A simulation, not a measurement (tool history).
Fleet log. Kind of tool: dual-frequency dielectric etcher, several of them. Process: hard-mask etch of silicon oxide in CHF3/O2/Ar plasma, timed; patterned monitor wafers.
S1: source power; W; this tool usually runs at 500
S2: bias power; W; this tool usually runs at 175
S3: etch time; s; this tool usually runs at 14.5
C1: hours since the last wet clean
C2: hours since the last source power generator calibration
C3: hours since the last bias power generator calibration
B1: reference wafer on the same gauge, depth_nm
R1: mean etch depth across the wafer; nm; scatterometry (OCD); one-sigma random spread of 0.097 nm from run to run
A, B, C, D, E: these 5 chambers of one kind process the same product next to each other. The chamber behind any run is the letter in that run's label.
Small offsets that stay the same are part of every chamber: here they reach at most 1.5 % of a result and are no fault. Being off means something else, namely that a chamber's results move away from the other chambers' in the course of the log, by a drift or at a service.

{"run": "1D", "hour": 4.8, "S1": 500, "S2": 175, "S3": 14.5, "C1": 397.5, "C2": 298.1, "C3": 1939.1, "B1": 29.977, "R1": 26.548}
{"run": "2A", "hour": 11.8, "S1": 500, "S2": 175, "S3": 14.5, "C1": 548.5, "C2": 1348.2, "C3": 1688.7, "B1": 30.019, "R1": 26.464}
{"run": "3B", "hour": 17.1, "S1": 500, "S2": 175, "S3": 14.5, "C1": 131.3, "C2": 1441, "C3": 650.5, "B1": 30.015, "R1": 26.805}
{"hour": 20.2, "done": "chamber A: wet clean of the chamber"}
{"run": "4C", "hour": 26.7, "S1": 500, "S2": 175, "S3": 14.5, "C1": 47.6, "C2": 2738, "C3": 994.2, "B1": 29.989, "R1": 26.583}
{"run": "5E", "hour": 33.7, "S1": 500, "S2": 175, "S3": 14.5, "C1": 146.4, "C2": 1909.7, "C3": 3556.4, "B1": 29.999, "R1": 26.563}
{"run": "6B", "hour": 43.2, "S1": 400, "S2": 175, "S3": 14.5, "C1": 157.4, "C2": 1467.1, "C3": 676.6, "B1": 29.974, "R1": 24.769}
{"run": "7D", "hour": 52.0, "S1": 400, "S2": 175, "S3": 14.5, "C1": 444.7, "C2": 345.3, "C3": 1986.3, "B1": 29.975, "R1": 24.523}
{"run": "8A", "hour": 56.5, "S1": 400, "S2": 175, "S3": 14.5, "C1": 36.4, "C2": 1392.9, "C3": 1733.4, "B1": 30.024, "R1": 24.403}
{"run": "9E", "hour": 64.6, "S1": 400, "S2": 175, "S3": 14.5, "C1": 177.3, "C2": 1940.6, "C3": 3587.3, "B1": 29.977, "R1": 24.373}
{"run": "10C", "hour": 69.1, "S1": 400, "S2": 175, "S3": 14.5, "C1": 90, "C2": 2780.4, "C3": 1036.6, "B1": 29.98, "R1": 24.424}
{"run": "11C", "hour": 76.3, "S1": 500, "S2": 175, "S3": 14.5, "C1": 97.2, "C2": 2787.6, "C3": 1043.8, "B1": 30.026, "R1": 26.529}
{"run": "12B", "hour": 83.5, "S1": 500, "S2": 175, "S3": 14.5, "C1": 197.7, "C2": 1507.4, "C3": 716.9, "B1": 29.99, "R1": 26.849}
{"run": "13A", "hour": 91.4, "S1": 500, "S2": 199, "S3": 14.5, "C1": 71.3, "C2": 1427.8, "C3": 1768.3, "B1": 30.011, "R1": 27.656}
{"run": "14D", "hour": 98.0, "S1": 500, "S2": 199, "S3": 14.5, "C1": 490.7, "C2": 391.3, "C3": 2032.3, "B1": 30.018, "R1": 27.767}
{"run": "15E", "hour": 103.3, "S1": 500, "S2": 199, "S3": 14.5, "C1": 216, "C2": 1979.3, "C3": 3626, "B1": 30.004, "R1": 27.8}
{"run": "16C", "hour": 108.8, "S1": 500, "S2": 199, "S3": 14.5, "C1": 129.7, "C2": 2820.1, "C3": 1076.3, "B1": 29.987, "R1": 27.785}
{"hour": 110.9, "done": "chamber D: wet clean of the chamber"}
{"run": "17E", "hour": 118.5, "S1": 500, "S2": 199, "S3": 14.5, "C1": 231.2, "C2": 1994.5, "C3": 3641.2, "B1": 30.001, "R1": 27.613}
{"run": "18A", "hour": 123.4, "S1": 500, "S2": 175, "S3": 14.5, "C1": 103.3, "C2": 1459.8, "C3": 1800.3, "B1": 29.984, "R1": 26.801}
{"run": "19D", "hour": 132.2, "S1": 500, "S2": 175, "S3": 14.5, "C1": 21.4, "C2": 425.5, "C3": 2066.5, "B1": 29.995, "R1": 25.638}
{"run": "20B", "hour": 138.8, "S1": 500, "S2": 175, "S3": 14.5, "C1": 253, "C2": 1562.7, "C3": 772.2, "B1": 29.997, "R1": 26.863}
{"run": "21E", "hour": 144.7, "S1": 500, "S2": 196, "S3": 14.5, "C1": 257.4, "C2": 2020.7, "C3": 3667.4, "B1": 29.994, "R1": 27.623}
{"run": "22B", "hour": 151.7, "S1": 500, "S2": 196, "S3": 14.5, "C1": 265.9, "C2": 1575.6, "C3": 785.1, "B1": 30.019, "R1": 27.953}
{"run": "23D", "hour": 159.0, "S1": 500, "S2": 196, "S3": 14.5, "C1": 48.2, "C2": 452.3, "C3": 2093.3, "B1": 30.033, "R1": 26.653}
{"run": "24A", "hour": 166.2, "S1": 500, "S2": 196, "S3": 14.5, "C1": 146.1, "C2": 1502.6, "C3": 1843.1, "B1": 29.979, "R1": 27.695}
{"run": "25C", "hour": 173.5, "S1": 500, "S2": 196, "S3": 14.5, "C1": 194.4, "C2": 2884.8, "C3": 1141, "B1": 30.042, "R1": 27.881}
{"run": "26A", "hour": 180.4, "S1": 500, "S2": 175, "S3": 14.5, "C1": 160.3, "C2": 1516.8, "C3": 1857.3, "B1": 30.015, "R1": 26.76}
{"run": "27E", "hour": 186.1, "S1": 500, "S2": 175, "S3": 14.5, "C1": 298.8, "C2": 2062.1, "C3": 3708.8, "B1": 30.007, "R1": 26.483}
{"run": "28D", "hour": 191.9, "S1": 500, "S2": 175, "S3": 14.5, "C1": 81.1, "C2": 485.2, "C3": 2126.2, "B1": 29.973, "R1": 25.417}
{"run": "29C", "hour": 199.8, "S1": 500, "S2": 144, "S3": 14.5, "C1": 220.7, "C2": 2911.1, "C3": 1167.3, "B1": 29.984, "R1": 24.963}
{"run": "30B", "hour": 205.8, "S1": 500, "S2": 144, "S3": 14.5, "C1": 320, "C2": 1629.7, "C3": 839.2, "B1": 29.983, "R1": 25.189}
{"run": "31D", "hour": 210.2, "S1": 500, "S2": 144, "S3": 14.5, "C1": 99.4, "C2": 503.5, "C3": 2144.5, "B1": 29.973, "R1": 23.994}

Is one chamber off against the others, does the gauge drift, or is nothing wrong? If a chamber is off, say which, and what the likeliest cause is.

A service left chamber D off against the others.
Likeliest cause: etch rate under this chamber's usual, % = 3.73.

Here are 4 candidates for chamber D's next run, each the usual settings with a change, their results left as question marks. Which one brings its results back in line with what the others give on the usual settings?
A result is in line if it is within this distance of the other chambers' mean on the usual settings: R1 0.34 nm
{"run": "32D-1", "hour": 217.4, "S1": 510, "S2": 175, "S3": 15, "R1": "?"}
{"run": "32D-2", "hour": 217.4, "S1": 470, "S2": 165, "S3": 14.5, "R1": "?"}
{"run": "32D-3", "hour": 217.4, "S1": 500, "S2": 139, "S3": 14.5, "R1": "?"}
{"run": "32D-4", "hour": 217.4, "S1": 510, "S2": 178, "S3": 15.5, "R1": "?"}

On the usual settings, the other chambers give on average: R1 26.642 nm
run=32D-1 R1=26.597
run=32D-2 R1=24.439
run=32D-3 R1=23.633
run=32D-4 R1=27.644
With 32D-1, the chamber falls back in line with the rest.

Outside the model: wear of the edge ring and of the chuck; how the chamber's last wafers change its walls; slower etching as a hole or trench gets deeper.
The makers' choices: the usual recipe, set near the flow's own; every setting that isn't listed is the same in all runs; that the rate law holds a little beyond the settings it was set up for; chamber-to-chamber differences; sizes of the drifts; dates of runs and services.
